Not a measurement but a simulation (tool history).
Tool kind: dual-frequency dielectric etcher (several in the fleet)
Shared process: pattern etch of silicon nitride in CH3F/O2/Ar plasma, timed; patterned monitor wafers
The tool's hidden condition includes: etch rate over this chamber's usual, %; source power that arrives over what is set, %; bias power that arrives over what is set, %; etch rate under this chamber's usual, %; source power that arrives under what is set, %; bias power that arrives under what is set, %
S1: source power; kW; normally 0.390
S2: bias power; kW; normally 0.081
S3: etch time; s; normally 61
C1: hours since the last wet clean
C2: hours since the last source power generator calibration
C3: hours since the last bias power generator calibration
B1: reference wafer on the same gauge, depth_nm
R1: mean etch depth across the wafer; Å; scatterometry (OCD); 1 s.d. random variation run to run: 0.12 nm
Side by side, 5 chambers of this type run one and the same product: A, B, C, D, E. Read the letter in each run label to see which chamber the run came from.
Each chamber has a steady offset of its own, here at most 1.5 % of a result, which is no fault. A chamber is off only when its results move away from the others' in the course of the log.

run	hour	S1	S2	S3	C1	C2	C3	B1	R1
1D	12.8	0.390	0.081	61	411.7	24.5	1932.9	45.010	435.23
2B	23.8	0.390	0.081	61	293.3	664.0	2050.6	44.998	436.76
# hour 24.1: chamber D: wet clean of the chamber
3E	31.4	0.390	0.081	61	129.5	60.8	815.8	45.018	440.05
4C	43.7	0.390	0.081	61	59.1	2002.1	1426.4	44.965	443.05
5A	50.8	0.390	0.081	61	463.0	1144.1	3363.9	45.026	443.94
6A	60.6	0.390	0.081	61	472.8	1153.9	3373.7	44.992	443.12
7D	75.5	0.390	0.081	61	51.4	87.2	1995.6	45.032	437.40
8C	85.2	0.390	0.081	61	100.6	2043.6	1467.9	44.996	444.15
9B	92.0	0.390	0.081	61	361.5	732.2	2118.8	44.994	436.73
# hour 97.0: chamber A: wet clean of the chamber
10E	103.1	0.390	0.081	61	201.2	132.5	887.5	45.008	438.56
11A	112.9	0.390	0.081	61	15.9	1206.2	3426.0	45.003	442.48
12E	124.1	0.390	0.081	61	222.2	153.5	908.5	45.002	438.79
13C	131.9	0.390	0.081	61	147.3	2090.3	1514.6	44.992	444.96
14B	141.7	0.390	0.081	61	411.2	781.9	2168.5	45.048	434.95
# hour 146.5: chamber A: bias power generator calibrated
15D	152.5	0.390	0.081	61	128.4	164.2	2072.6	45.021	439.37
# hour 157.5: chamber B: wet clean of the chamber
16E	164.8	0.390	0.081	61	262.9	194.2	949.2	44.984	439.09
17A	175.3	0.390	0.081	61	78.3	1268.6	28.8	44.959	440.98
18D	184.9	0.390	0.081	61	160.8	196.6	2105.0	44.999	436.47
19C	198.7	0.390	0.081	79	214.1	2157.1	1581.4	44.974	572.32
20B	208.6	0.390	0.081	79	51.1	848.8	2235.4	44.989	550.70
21E	224.1	0.390	0.081	79	322.2	253.5	1008.5	44.987	568.96
22A	237.5	0.390	0.081	79	140.5	1330.8	91.0	45.006	574.87
23D	251.8	0.390	0.081	79	227.7	263.5	2171.9	45.016	567.26
24C	259.7	0.480	0.091	61	275.1	2218.1	1642.4	44.984	500.25
25B	274.5	0.480	0.091	61	117.0	914.7	2301.3	45.006	477.51
# hour 284.9: chamber E: wet clean of the chamber
26C	288.1	0.480	0.091	61	303.5	2246.5	1670.8	44.975	501.63
27E	303.3	0.480	0.091	61	18.4	332.7	1087.7	45.008	491.53
28D	314.8	0.480	0.091	61	290.7	326.5	2234.9	44.988	494.90
29B	326.4	0.390	0.081	61	168.9	966.6	2353.2	45.013	427.29
30A	341.9	0.390	0.081	61	244.9	1435.2	195.4	44.966	443.81

All 5 chambers run these settings next. Forecast each chamber's results:
31A	353.1	0.390	0.081	61					?
31B	353.1	0.390	0.081	61					?
31C	353.1	0.390	0.081	61					?
31D	353.1	0.390	0.081	61					?
31E	353.1	0.390	0.081	61					?

run	R1
31A	441.69
31B	421.93
31C	443.00
31D	439.55
31E	439.62

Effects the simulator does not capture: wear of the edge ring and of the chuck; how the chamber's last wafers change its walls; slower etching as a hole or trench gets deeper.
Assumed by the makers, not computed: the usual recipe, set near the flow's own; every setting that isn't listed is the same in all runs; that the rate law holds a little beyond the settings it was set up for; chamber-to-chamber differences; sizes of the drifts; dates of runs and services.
